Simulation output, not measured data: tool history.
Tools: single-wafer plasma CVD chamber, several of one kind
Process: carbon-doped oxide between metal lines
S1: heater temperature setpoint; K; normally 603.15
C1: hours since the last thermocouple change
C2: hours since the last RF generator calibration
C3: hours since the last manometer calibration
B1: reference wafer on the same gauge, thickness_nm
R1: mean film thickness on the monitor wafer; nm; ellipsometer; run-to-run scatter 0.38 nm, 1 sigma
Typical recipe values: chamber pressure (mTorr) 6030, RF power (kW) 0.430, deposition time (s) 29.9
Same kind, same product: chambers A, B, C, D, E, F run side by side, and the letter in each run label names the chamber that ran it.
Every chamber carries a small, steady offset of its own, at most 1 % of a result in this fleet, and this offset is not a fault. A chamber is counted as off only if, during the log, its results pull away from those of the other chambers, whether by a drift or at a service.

{"run": "1A", "hour": 6.4, "S1": 603.15, "chamber pressure (mTorr)": 6030, "RF power (kW)": 0.43, "deposition time (s)": 29.9, "C1": 905.9, "C2": 764.9, "C3": 1318.8, "B1": 138.94, "R1": 149.79}
{"run": "2F", "hour": 12.8, "S1": 603.15, "chamber pressure (mTorr)": 6030, "RF power (kW)": 0.43, "deposition time (s)": 29.9, "C1": 802.2, "C2": 723.3, "C3": 384.6, "B1": 138.95, "R1": 150.14}
{"run": "3C", "hour": 16.6, "S1": 603.15, "chamber pressure (mTorr)": 6030, "RF power (kW)": 0.43, "deposition time (s)": 29.9, "C1": 1085.4, "C2": 1020.9, "C3": 1686.9, "B1": 139.0, "R1": 150.03}
{"run": "4B", "hour": 22.9, "S1": 603.15, "chamber pressure (mTorr)": 6030, "RF power (kW)": 0.43, "deposition time (s)": 29.9, "C1": 241.6, "C2": 1187.9, "C3": 403.5, "B1": 139.06, "R1": 150.1}
{"run": "5E", "hour": 26.9, "S1": 603.15, "chamber pressure (mTorr)": 6030, "RF power (kW)": 0.43, "deposition time (s)": 29.9, "C1": 68.3, "C2": 1635.9, "C3": 285.1, "B1": 139.03, "R1": 151.35}
{"run": "6D", "hour": 34.2, "S1": 613.15, "chamber pressure (mTorr)": 6030, "RF power (kW)": 0.43, "deposition time (s)": 29.9, "C1": 2049.4, "C2": 587.9, "C3": 158.1, "B1": 138.94, "R1": 145.15}
{"run": "7B", "hour": 40.5, "S1": 613.15, "chamber pressure (mTorr)": 6030, "RF power (kW)": 0.43, "deposition time (s)": 29.9, "C1": 259.2, "C2": 1205.5, "C3": 421.1, "B1": 139.02, "R1": 145.59}
{"run": "8F", "hour": 44.4, "S1": 613.15, "chamber pressure (mTorr)": 6030, "RF power (kW)": 0.43, "deposition time (s)": 29.9, "C1": 833.8, "C2": 754.9, "C3": 416.2, "B1": 139.04, "R1": 146.15}
{"run": "9C", "hour": 49.7, "S1": 613.15, "chamber pressure (mTorr)": 6030, "RF power (kW)": 0.43, "deposition time (s)": 29.9, "C1": 1118.5, "C2": 1054.0, "C3": 1720.0, "B1": 139.1, "R1": 145.16}
{"run": "10D", "hour": 54.9, "S1": 613.15, "chamber pressure (mTorr)": 6030, "RF power (kW)": 0.43, "deposition time (s)": 29.9, "C1": 2070.1, "C2": 608.6, "C3": 178.8, "B1": 139.06, "R1": 145.55}
{"run": "11E", "hour": 58.6, "S1": 613.15, "chamber pressure (mTorr)": 6030, "RF power (kW)": 0.43, "deposition time (s)": 29.9, "C1": 100.0, "C2": 1667.6, "C3": 316.8, "B1": 139.04, "R1": 145.98}
{"run": "12A", "hour": 65.4, "S1": 603.15, "chamber pressure (mTorr)": 6030, "RF power (kW)": 0.43, "deposition time (s)": 29.9, "C1": 964.9, "C2": 823.9, "C3": 1377.8, "B1": 138.99, "R1": 149.86}
{"run": "13D", "hour": 69.5, "S1": 603.15, "chamber pressure (mTorr)": 6030, "RF power (kW)": 0.43, "deposition time (s)": 29.9, "C1": 2084.7, "C2": 623.2, "C3": 193.4, "B1": 139.05, "R1": 150.24}
{"hour": 70.9, "done": "chamber C: thermocouple changed; heater temperature recalibrated"}
{"run": "14B", "hour": 75.6, "S1": 603.15, "chamber pressure (mTorr)": 6030, "RF power (kW)": 0.43, "deposition time (s)": 29.9, "C1": 294.3, "C2": 1240.6, "C3": 456.2, "B1": 138.96, "R1": 150.08}
{"run": "15E", "hour": 78.9, "S1": 590.15, "chamber pressure (mTorr)": 4980, "RF power (kW)": 0.43, "deposition time (s)": 29.9, "C1": 120.3, "C2": 1687.9, "C3": 337.1, "B1": 139.06, "R1": 155.63}
{"hour": 82.2, "done": "chamber B: RF generator calibrated"}
{"run": "16A", "hour": 86.0, "S1": 590.15, "chamber pressure (mTorr)": 4980, "RF power (kW)": 0.43, "deposition time (s)": 29.9, "C1": 985.5, "C2": 844.5, "C3": 1398.4, "B1": 138.94, "R1": 154.51}
{"run": "17F", "hour": 90.1, "S1": 590.15, "chamber pressure (mTorr)": 4980, "RF power (kW)": 0.43, "deposition time (s)": 29.9, "C1": 879.5, "C2": 800.6, "C3": 461.9, "B1": 139.04, "R1": 153.34}
{"run": "18C", "hour": 97.0, "S1": 590.15, "chamber pressure (mTorr)": 4980, "RF power (kW)": 0.43, "deposition time (s)": 29.9, "C1": 26.1, "C2": 1101.3, "C3": 1767.3, "B1": 138.95, "R1": 153.76}
{"run": "19D", "hour": 101.0, "S1": 590.15, "chamber pressure (mTorr)": 4980, "RF power (kW)": 0.43, "deposition time (s)": 29.9, "C1": 2116.2, "C2": 654.7, "C3": 224.9, "B1": 139.04, "R1": 154.47}
{"run": "20B", "hour": 105.1, "S1": 590.15, "chamber pressure (mTorr)": 4980, "RF power (kW)": 0.43, "deposition time (s)": 29.9, "C1": 323.8, "C2": 22.9, "C3": 485.7, "B1": 139.08, "R1": 154.18}
{"run": "21F", "hour": 111.0, "S1": 603.15, "chamber pressure (mTorr)": 6030, "RF power (kW)": 0.43, "deposition time (s)": 29.9, "C1": 900.4, "C2": 821.5, "C3": 482.8, "B1": 138.96, "R1": 149.15}
{"run": "22C", "hour": 114.2, "S1": 603.15, "chamber pressure (mTorr)": 6030, "RF power (kW)": 0.43, "deposition time (s)": 29.9, "C1": 43.3, "C2": 1118.5, "C3": 1784.5, "B1": 139.01, "R1": 150.85}
{"run": "23E", "hour": 119.8, "S1": 603.15, "chamber pressure (mTorr)": 6030, "RF power (kW)": 0.43, "deposition time (s)": 29.9, "C1": 161.2, "C2": 1728.8, "C3": 378.0, "B1": 138.99, "R1": 151.54}
{"run": "24A", "hour": 127.0, "S1": 603.15, "chamber pressure (mTorr)": 6030, "RF power (kW)": 0.43, "deposition time (s)": 29.9, "C1": 1026.5, "C2": 885.5, "C3": 1439.4, "B1": 139.02, "R1": 150.13}
{"run": "25D", "hour": 132.8, "S1": 603.15, "chamber pressure (mTorr)": 6030, "RF power (kW)": 0.43, "deposition time (s)": 29.9, "C1": 2148.0, "C2": 686.5, "C3": 256.7, "B1": 139.02, "R1": 149.87}
{"run": "26B", "hour": 136.8, "S1": 592.15, "chamber pressure (mTorr)": 6030, "RF power (kW)": 0.43, "deposition time (s)": 32.9, "C1": 355.5, "C2": 54.6, "C3": 517.4, "B1": 138.97, "R1": 173.02}
{"run": "27E", "hour": 142.0, "S1": 592.15, "chamber pressure (mTorr)": 6030, "RF power (kW)": 0.43, "deposition time (s)": 32.9, "C1": 183.4, "C2": 1751.0, "C3": 400.2, "B1": 139.05, "R1": 173.49}
{"run": "28F", "hour": 146.3, "S1": 592.15, "chamber pressure (mTorr)": 6030, "RF power (kW)": 0.43, "deposition time (s)": 32.9, "C1": 935.7, "C2": 856.8, "C3": 518.1, "B1": 138.95, "R1": 169.7}
{"run": "29C", "hour": 151.6, "S1": 592.15, "chamber pressure (mTorr)": 6030, "RF power (kW)": 0.43, "deposition time (s)": 32.9, "C1": 80.7, "C2": 1155.9, "C3": 1821.9, "B1": 138.97, "R1": 172.84}
{"run": "30A", "hour": 157.7, "S1": 592.15, "chamber pressure (mTorr)": 6030, "RF power (kW)": 0.43, "deposition time (s)": 32.9, "C1": 1057.2, "C2": 916.2, "C3": 1470.1, "B1": 139.1, "R1": 171.87}
{"run": "31A", "hour": 164.7, "S1": 592.15, "chamber pressure (mTorr)": 6030, "RF power (kW)": 0.43, "deposition time (s)": 32.9, "C1": 1064.2, "C2": 923.2, "C3": 1477.1, "B1": 138.91, "R1": 170.65}
{"run": "32C", "hour": 168.2, "S1": 603.15, "chamber pressure (mTorr)": 6030, "RF power (kW)": 0.43, "deposition time (s)": 29.9, "C1": 97.3, "C2": 1172.5, "C3": 1838.5, "B1": 138.97, "R1": 150.81}
{"run": "33B", "hour": 171.8, "S1": 603.15, "chamber pressure (mTorr)": 6030, "RF power (kW)": 0.43, "deposition time (s)": 29.9, "C1": 390.5, "C2": 89.6, "C3": 552.4, "B1": 138.89, "R1": 150.97}
{"run": "34D", "hour": 177.3, "S1": 603.15, "chamber pressure (mTorr)": 6030, "RF power (kW)": 0.43, "deposition time (s)": 29.9, "C1": 2192.5, "C2": 731.0, "C3": 301.2, "B1": 139.0, "R1": 151.13}
{"run": "35E", "hour": 183.8, "S1": 603.15, "chamber pressure (mTorr)": 6030, "RF power (kW)": 0.43, "deposition time (s)": 29.9, "C1": 225.2, "C2": 1792.8, "C3": 442.0, "B1": 139.0, "R1": 150.72}
{"run": "36F", "hour": 187.5, "S1": 603.15, "chamber pressure (mTorr)": 6030, "RF power (kW)": 0.43, "deposition time (s)": 29.9, "C1": 976.9, "C2": 898.0, "C3": 559.3, "B1": 138.98, "R1": 146.56}
{"run": "37B", "hour": 194.9, "S1": 603.15, "chamber pressure (mTorr)": 6030, "RF power (kW)": 0.43, "deposition time (s)": 29.9, "C1": 413.6, "C2": 112.7, "C3": 575.5, "B1": 139.14, "R1": 149.67}
{"run": "38F", "hour": 201.0, "S1": 603.15, "chamber pressure (mTorr)": 6030, "RF power (kW)": 0.43, "deposition time (s)": 29.9, "C1": 990.4, "C2": 911.5, "C3": 572.8, "B1": 138.97, "R1": 145.64}

Is one chamber out of step, is the gauge drifting, or do the chambers differ by no more than their own small offsets? For an off chamber, give its letter and the likeliest cause.

Chamber F drifts away from the others.
What lies behind it: delivered RF power below the setpoint (%) = 3.91.

Here are 4 candidates for chamber F's next run, each the usual settings with a change, their results left as question marks. Which one brings its results back in line with what the others give on the usual settings?
In-line tolerance around the mean of the other chambers on the usual settings: R1 1.30 nm
{"run": "39F-1", "hour": 206.4, "S1": 603.15, "chamber pressure (mTorr)": 6030, "RF power (kW)": 0.43, "deposition time (s)": 29.0, "R1": "?"}
{"run": "39F-2", "hour": 206.4, "S1": 603.15, "chamber pressure (mTorr)": 6030, "RF power (kW)": 0.46, "deposition time (s)": 29.9, "R1": "?"}
{"run": "39F-3", "hour": 206.4, "S1": 603.15, "chamber pressure (mTorr)": 6050, "RF power (kW)": 0.435, "deposition time (s)": 30.5, "R1": "?"}
{"run": "39F-4", "hour": 206.4, "S1": 603.15, "chamber pressure (mTorr)": 6030, "RF power (kW)": 0.405, "deposition time (s)": 29.9, "R1": "?"}

The mean the other chambers reach with the usual settings: R1 150.54 nm
run=39F-1 R1=141.70
run=39F-2 R1=153.50
run=39F-3 R1=150.25
run=39F-4 R1=139.70
39F-3 is the one that brings the chamber's results back in line with the other chambers.
